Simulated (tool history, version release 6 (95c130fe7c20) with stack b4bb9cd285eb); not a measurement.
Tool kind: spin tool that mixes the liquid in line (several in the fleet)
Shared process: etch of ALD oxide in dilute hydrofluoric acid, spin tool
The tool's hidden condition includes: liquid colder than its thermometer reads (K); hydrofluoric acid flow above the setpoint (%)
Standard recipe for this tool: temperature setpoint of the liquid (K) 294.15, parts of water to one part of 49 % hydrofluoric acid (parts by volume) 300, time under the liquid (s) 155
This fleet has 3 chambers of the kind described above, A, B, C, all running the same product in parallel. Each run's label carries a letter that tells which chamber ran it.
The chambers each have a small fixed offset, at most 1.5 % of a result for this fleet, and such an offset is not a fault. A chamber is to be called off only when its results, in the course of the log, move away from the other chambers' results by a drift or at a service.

run   hour  temperature setpoint of the liquid (K)  parts of water to one part of 49 % hydrofluoric acid (parts by volume)  time under the liquid (s)  hours since the thermometer was replaced  hours since the hydrofluoric acid flow meter was replaced  read-back film thickness of the ALD oxide reference wafer, read on the same gauge (nm)  thickness taken off the ALD oxide on a monitor wafer (Å)
 1A   13.2                                  294.15                                                                     300                        155                                     490.1                                                      398.1                                                                                  69.999                                                    87.364
 2B   23.4                                  294.15                                                                     300                        155                                     556.4                                                        201                                                                                  69.989                                                     86.22
 3C     30                                  294.15                                                                     300                        155                                    1404.7                                                      496.2                                                                                  69.993                                                    87.064
 4B   36.9                                  294.15                                                                     300                        155                                     569.9                                                      214.5                                                                                  69.997                                                    85.752
 5C   43.4                                  294.15                                                                     300                        155                                    1418.1                                                      509.6                                                                                   70.01                                                    87.811
 6A   51.2                                  294.15                                                                     300                        155                                     528.1                                                      436.1                                                                                  70.004                                                    87.049
      57.9  -- chamber C: hydrofluoric acid flow meter replaced
 7B   66.1                                  294.15                                                                     300                        155                                     599.1                                                      243.7                                                                                  69.988                                                    86.408
 8C   76.8                                  294.15                                                                     300                        155                                    1451.5                                                         19                                                                                  70.002                                                    86.946
 9A   84.6                                  294.15                                                                     300                        155                                     561.5                                                      469.5                                                                                  69.988                                                    86.516
10A     95                                  294.15                                                                     300                        155                                     571.9                                                      479.9                                                                                  69.999                                                    86.272
11C  107.9                                  294.15                                                                     300                        155                                    1482.6                                                       50.1                                                                                  69.997                                                    86.075
12B  117.6                                  294.15                                                                     300                        155                                     650.6                                                      295.2                                                                                  69.984                                                    85.956
13C  127.3                                  294.15                                                                     300                        155                                      1502                                                       69.5                                                                                  70.013                                                    87.531
14B  140.1                                  294.15                                                                     300                        155                                     673.1                                                      317.7                                                                                  70.004                                                    86.975
15A  153.9                                  294.15                                                                     300                        155                                     630.8                                                      538.8                                                                                  70.003                                                     85.51
16A  166.1                                  294.15                                                                     300                        155                                       643                                                        551                                                                                  69.997                                                    85.575
17C  177.6                                  294.15                                                                     300                        155                                    1552.3                                                      119.8                                                                                  69.971                                                    86.611
18B  185.4                                  294.15                                                                     300                        155                                     718.4                                                        363                                                                                  70.018                                                     86.23
19B  194.4                                  294.15                                                                     300                        155                                     727.4                                                        372                                                                                  69.991                                                    86.418
20A  202.7                                  294.15                                                                     300                        155                                     679.6                                                      587.6                                                                                  70.014                                                    85.281
21C  217.5                                  294.15                                                                     300                        155                                    1592.2                                                      159.7                                                                                  69.993                                                    86.852
22B  230.4                                  294.15                                                                     300                        105                                     763.4                                                        408                                                                                  70.003                                                    58.436
23C  237.4                                  294.15                                                                     300                        105                                    1612.1                                                      179.6                                                                                  70.009                                                    58.697
     251.1  -- chamber B: hydrofluoric acid flow meter replaced
24A  251.3                                  294.15                                                                     300                        105                                     728.2                                                      636.2                                                                                  70.007                                                    57.431
25A  262.3                                  294.15                                                                     300                        155                                     739.2                                                      647.2                                                                                  69.979                                                    85.315
26B  269.9                                  290.15                                                                     300                        245                                     802.9                                                       18.9                                                                                  69.996                                                    117.96
27C  280.1                                  290.15                                                                     300                        245                                    1654.8                                                      222.3                                                                                  70.016                                                    117.44
28B  294.9                                  290.15                                                                     300                        245                                     827.9                                                       43.9                                                                                  70.009                                                    118.13

Is one chamber off against the others, does the gauge drift, or is nothing wrong? If a chamber is off, say which, and what the likeliest cause is.

It is chamber A that slowly wanders off from its peers.
Likeliest cause: liquid colder than its thermometer reads (K) = 0.938.
It could be hard to tell apart here from: hydrofluoric acid flow below the setpoint (%).

Chamber A could run next with any of the 4 candidate recipes listed below; each alters the usual settings, and their results appear as question marks. Which one brings its results back in line with what the other chambers deliver on the usual settings?
Counts as in line when no further than this from what the other chambers average on the usual settings: thickness taken off the ALD oxide on a monitor wafer (Å) 1.3
29A-1  305.6                                  294.15                                                                     300                        160                                                                                                                                                                                                                                                      ?
29A-2  305.6                                  294.15                                                                     300                        150                                                                                                                                                                                                                                                      ?
29A-3  305.6                                  294.15                                                                     295                        160                                                                                                                                                                                                                                                      ?
29A-4  305.6                                  294.15                                                                     305                        150                                                                                                                                                                                                                                                      ?

The other chambers' mean on the usual settings: thickness taken off the ALD oxide on a monitor wafer (Å) 86.645
  run  thickness taken off the ALD oxide on a monitor wafer (Å)
29A-1                                                    86.837
29A-2                                                    81.409
29A-3                                                    88.705
29A-4                                                    79.719
It is 29A-1 that realigns the chamber with its peers.

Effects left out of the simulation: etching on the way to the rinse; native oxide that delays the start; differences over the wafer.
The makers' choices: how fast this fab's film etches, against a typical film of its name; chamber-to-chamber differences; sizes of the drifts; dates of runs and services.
